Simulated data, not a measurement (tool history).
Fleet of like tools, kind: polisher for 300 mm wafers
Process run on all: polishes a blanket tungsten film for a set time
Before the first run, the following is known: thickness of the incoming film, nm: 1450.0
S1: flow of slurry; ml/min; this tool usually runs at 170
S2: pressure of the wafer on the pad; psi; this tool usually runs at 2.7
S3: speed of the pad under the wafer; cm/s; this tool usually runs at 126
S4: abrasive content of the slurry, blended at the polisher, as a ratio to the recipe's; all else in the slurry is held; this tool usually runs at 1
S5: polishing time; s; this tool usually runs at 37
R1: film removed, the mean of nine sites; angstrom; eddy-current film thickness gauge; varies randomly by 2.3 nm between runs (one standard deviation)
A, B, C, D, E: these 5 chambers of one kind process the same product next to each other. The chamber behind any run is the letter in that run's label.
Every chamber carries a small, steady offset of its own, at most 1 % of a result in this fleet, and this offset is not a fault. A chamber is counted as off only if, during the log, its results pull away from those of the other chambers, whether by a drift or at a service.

{"hour": 12.6, "done": "chamber B: slurry blender recalibrated"}
{"run": "1E", "hour": 14.4, "S1": 170, "S2": 2.7, "S3": 126, "S4": 1, "S5": 37, "R1": 1705.6}
{"run": "2D", "hour": 21.7, "S1": 170, "S2": 2.7, "S3": 126, "S4": 1, "S5": 37, "R1": 1685.5}
{"hour": 33.0, "done": "chamber D: worn pad replaced by a new one"}
{"run": "3B", "hour": 33.6, "S1": 170, "S2": 2.7, "S3": 126, "S4": 1, "S5": 37, "R1": 1707.4}
{"hour": 33.7, "done": "chamber A: slurry blender recalibrated"}
{"hour": 46.2, "done": "chamber B: slurry tank refilled with fresh slurry and peroxide"}
{"run": "4C", "hour": 49.5, "S1": 170, "S2": 2.7, "S3": 126, "S4": 1, "S5": 37, "R1": 1676.9}
{"hour": 52.5, "done": "chamber A: worn pad replaced by a new one"}
{"run": "5A", "hour": 59.3, "S1": 170, "S2": 2.7, "S3": 126, "S4": 1, "S5": 37, "R1": 1679.7}
{"hour": 61.5, "done": "chamber C: worn pad replaced by a new one"}
{"hour": 66.0, "done": "chamber B: worn pad replaced by a new one"}
{"hour": 66.2, "done": "chamber E: worn pad replaced by a new one"}
{"run": "6A", "hour": 74.2, "S1": 170, "S2": 2.7, "S3": 126, "S4": 1, "S5": 37, "R1": 1686.4}
{"run": "7E", "hour": 81.4, "S1": 170, "S2": 2.7, "S3": 126, "S4": 1, "S5": 37, "R1": 1684}
{"hour": 88.7, "done": "chamber D: slurry tank refilled with fresh slurry and peroxide"}
{"hour": 89.0, "done": "chamber E: slurry tank refilled with fresh slurry and peroxide"}
{"run": "8C", "hour": 93.5, "S1": 170, "S2": 2.7, "S3": 126, "S4": 1, "S5": 37, "R1": 1663.2}
{"hour": 105.1, "done": "chamber D: worn pad replaced by a new one"}
{"run": "9D", "hour": 106.3, "S1": 170, "S2": 2.7, "S3": 154, "S4": 1, "S5": 43, "R1": 2372}
{"run": "10B", "hour": 117.2, "S1": 170, "S2": 2.7, "S3": 154, "S4": 1, "S5": 43, "R1": 2366}
{"run": "11A", "hour": 131.2, "S1": 170, "S2": 2.7, "S3": 154, "S4": 1, "S5": 43, "R1": 2364.3}
{"hour": 133.2, "done": "chamber B: slurry tank refilled with fresh slurry and peroxide"}
{"hour": 135.9, "done": "chamber A: worn pad replaced by a new one"}
{"hour": 138.4, "done": "chamber A: slurry tank refilled with fresh slurry and peroxide"}
{"hour": 140.7, "done": "chamber B: head pressure recalibrated"}
{"run": "12C", "hour": 144.5, "S1": 170, "S2": 2.7, "S3": 154, "S4": 1, "S5": 43, "R1": 2374.9}
{"hour": 147.1, "done": "chamber D: slurry blender recalibrated"}
{"hour": 155.5, "done": "chamber C: slurry blender recalibrated"}
{"hour": 156.1, "done": "chamber E: slurry blender recalibrated"}
{"hour": 156.5, "done": "chamber B: slurry nozzle cleaned"}
{"run": "13E", "hour": 158.4, "S1": 170, "S2": 2.7, "S3": 154, "S4": 1, "S5": 43, "R1": 2408.3}
{"hour": 164.7, "done": "chamber E: worn pad replaced by a new one"}
{"hour": 170.7, "done": "chamber C: worn pad replaced by a new one"}
{"run": "14B", "hour": 174.9, "S1": 170, "S2": 2.7, "S3": 126, "S4": 1, "S5": 37, "R1": 1705.3}
{"hour": 177.9, "done": "chamber D: worn pad replaced by a new one"}
{"hour": 181.1, "done": "chamber A: slurry nozzle cleaned"}
{"hour": 182.0, "done": "chamber B: worn pad replaced by a new one"}
{"hour": 184.2, "done": "chamber E: slurry tank refilled with fresh slurry and peroxide"}
{"run": "15D", "hour": 190.2, "S1": 170, "S2": 3.6, "S3": 102, "S4": 1, "S5": 37, "R1": 1790.7}
{"hour": 191.3, "done": "chamber A: slurry blender recalibrated"}
{"run": "16D", "hour": 200.4, "S1": 170, "S2": 3.6, "S3": 102, "S4": 1, "S5": 37, "R1": 1823.9}
{"run": "17E", "hour": 207.5, "S1": 170, "S2": 3.6, "S3": 102, "S4": 1, "S5": 37, "R1": 1811.9}
{"run": "18C", "hour": 216.8, "S1": 170, "S2": 3.6, "S3": 102, "S4": 1, "S5": 37, "R1": 1690.8}
{"hour": 218.0, "done": "chamber A: worn pad replaced by a new one"}
{"run": "19A", "hour": 225.2, "S1": 170, "S2": 3.6, "S3": 102, "S4": 1, "S5": 37, "R1": 1803.3}
{"hour": 228.2, "done": "chamber B: slurry tank refilled with fresh slurry and peroxide"}
{"run": "20B", "hour": 240.0, "S1": 170, "S2": 2.7, "S3": 126, "S4": 1, "S5": 37, "R1": 1725.5}
{"hour": 248.3, "done": "chamber D: slurry tank refilled with fresh slurry and peroxide"}
{"hour": 250.4, "done": "chamber D: worn pad replaced by a new one"}
{"run": "21D", "hour": 254.6, "S1": 170, "S2": 2.7, "S3": 126, "S4": 1, "S5": 37, "R1": 1677.2}
{"hour": 260.9, "done": "chamber C: worn pad replaced by a new one"}
{"run": "22B", "hour": 266.6, "S1": 170, "S2": 2.7, "S3": 126, "S4": 1.3, "S5": 48, "R1": 2327.6}
{"hour": 273.3, "done": "chamber E: slurry tank refilled with fresh slurry and peroxide"}
{"run": "23A", "hour": 275.9, "S1": 170, "S2": 2.7, "S3": 126, "S4": 1.3, "S5": 48, "R1": 2383.4}
{"hour": 278.1, "done": "chamber E: worn pad replaced by a new one"}
{"hour": 289.3, "done": "chamber B: worn pad replaced by a new one"}
{"run": "24E", "hour": 290.8, "S1": 170, "S2": 2.7, "S3": 126, "S4": 1.3, "S5": 48, "R1": 2376.7}
{"hour": 299.8, "done": "chamber A: worn pad replaced by a new one"}
{"hour": 307.0, "done": "chamber A: slurry tank refilled with fresh slurry and peroxide"}
{"run": "25C", "hour": 307.2, "S1": 170, "S2": 2.7, "S3": 126, "S4": 1.3, "S5": 48, "R1": 2105.7}
{"hour": 317.0, "done": "chamber B: slurry tank refilled with fresh slurry and peroxide"}
{"run": "26D", "hour": 317.9, "S1": 170, "S2": 2.7, "S3": 126, "S4": 1.3, "S5": 48, "R1": 2255.6}
{"run": "27B", "hour": 327.9, "S1": 170, "S2": 2.7, "S3": 126, "S4": 1, "S5": 37, "R1": 1685.1}
{"run": "28A", "hour": 338.4, "S1": 170, "S2": 2.7, "S3": 126, "S4": 1, "S5": 37, "R1": 1722.6}
{"hour": 339.1, "done": "chamber D: worn pad replaced by a new one"}
{"hour": 340.5, "done": "chamber C: slurry blender recalibrated"}
{"hour": 343.9, "done": "chamber D: slurry blender recalibrated"}
{"run": "29C", "hour": 354.1, "S1": 170, "S2": 2.7, "S3": 126, "S4": 1, "S5": 37, "R1": 1520.3}
{"hour": 356.5, "done": "chamber E: slurry blender recalibrated"}
{"run": "30E", "hour": 362.3, "S1": 170, "S2": 2.7, "S3": 126, "S4": 1, "S5": 37, "R1": 1707.2}
{"hour": 366.3, "done": "chamber E: slurry tank refilled with fresh slurry and peroxide"}
{"hour": 372.4, "done": "chamber C: worn pad replaced by a new one"}
{"run": "31E", "hour": 375.5, "S1": 170, "S2": 2.7, "S3": 126, "S4": 1, "S5": 37, "R1": 1673.3}
{"run": "32C", "hour": 382.9, "S1": 170, "S2": 2.7, "S3": 126, "S4": 1, "S5": 37, "R1": 1475.2}
{"hour": 383.9, "done": "chamber A: worn pad replaced by a new one"}
{"hour": 391.6, "done": "chamber B: slurry tank refilled with fresh slurry and peroxide"}
{"run": "33A", "hour": 391.6, "S1": 170, "S2": 2.7, "S3": 126, "S4": 1, "S5": 37, "R1": 1690.3}
{"hour": 401.7, "done": "chamber D: slurry tank refilled with fresh slurry and peroxide"}
{"hour": 402.3, "done": "chamber B: worn pad replaced by a new one"}
{"run": "34B", "hour": 403.1, "S1": 170, "S2": 2.7, "S3": 126, "S4": 1, "S5": 37, "R1": 1701.6}
{"hour": 417.0, "done": "chamber D: worn pad replaced by a new one"}
{"run": "35D", "hour": 418.1, "S1": 170, "S2": 2, "S3": 126, "S4": 1, "S5": 37, "R1": 1245.3}

All chambers now run identical settings, listed one chamber a line with results as question marks. What results will each chamber show?
{"run": "36A", "hour": 430.0, "S1": 170, "S2": 2.7, "S3": 126, "S4": 1, "S5": 37, "R1": "?"}
{"run": "36B", "hour": 430.0, "S1": 170, "S2": 2.7, "S3": 126, "S4": 1, "S5": 37, "R1": "?"}
{"run": "36C", "hour": 430.0, "S1": 170, "S2": 2.7, "S3": 126, "S4": 1, "S5": 37, "R1": "?"}
{"run": "36D", "hour": 430.0, "S1": 170, "S2": 2.7, "S3": 126, "S4": 1, "S5": 37, "R1": "?"}
{"run": "36E", "hour": 430.0, "S1": 170, "S2": 2.7, "S3": 126, "S4": 1, "S5": 37, "R1": "?"}

run=36A R1=1649.3
run=36B R1=1714.9
run=36C R1=1447
run=36D R1=1662.4
run=36E R1=1665.3
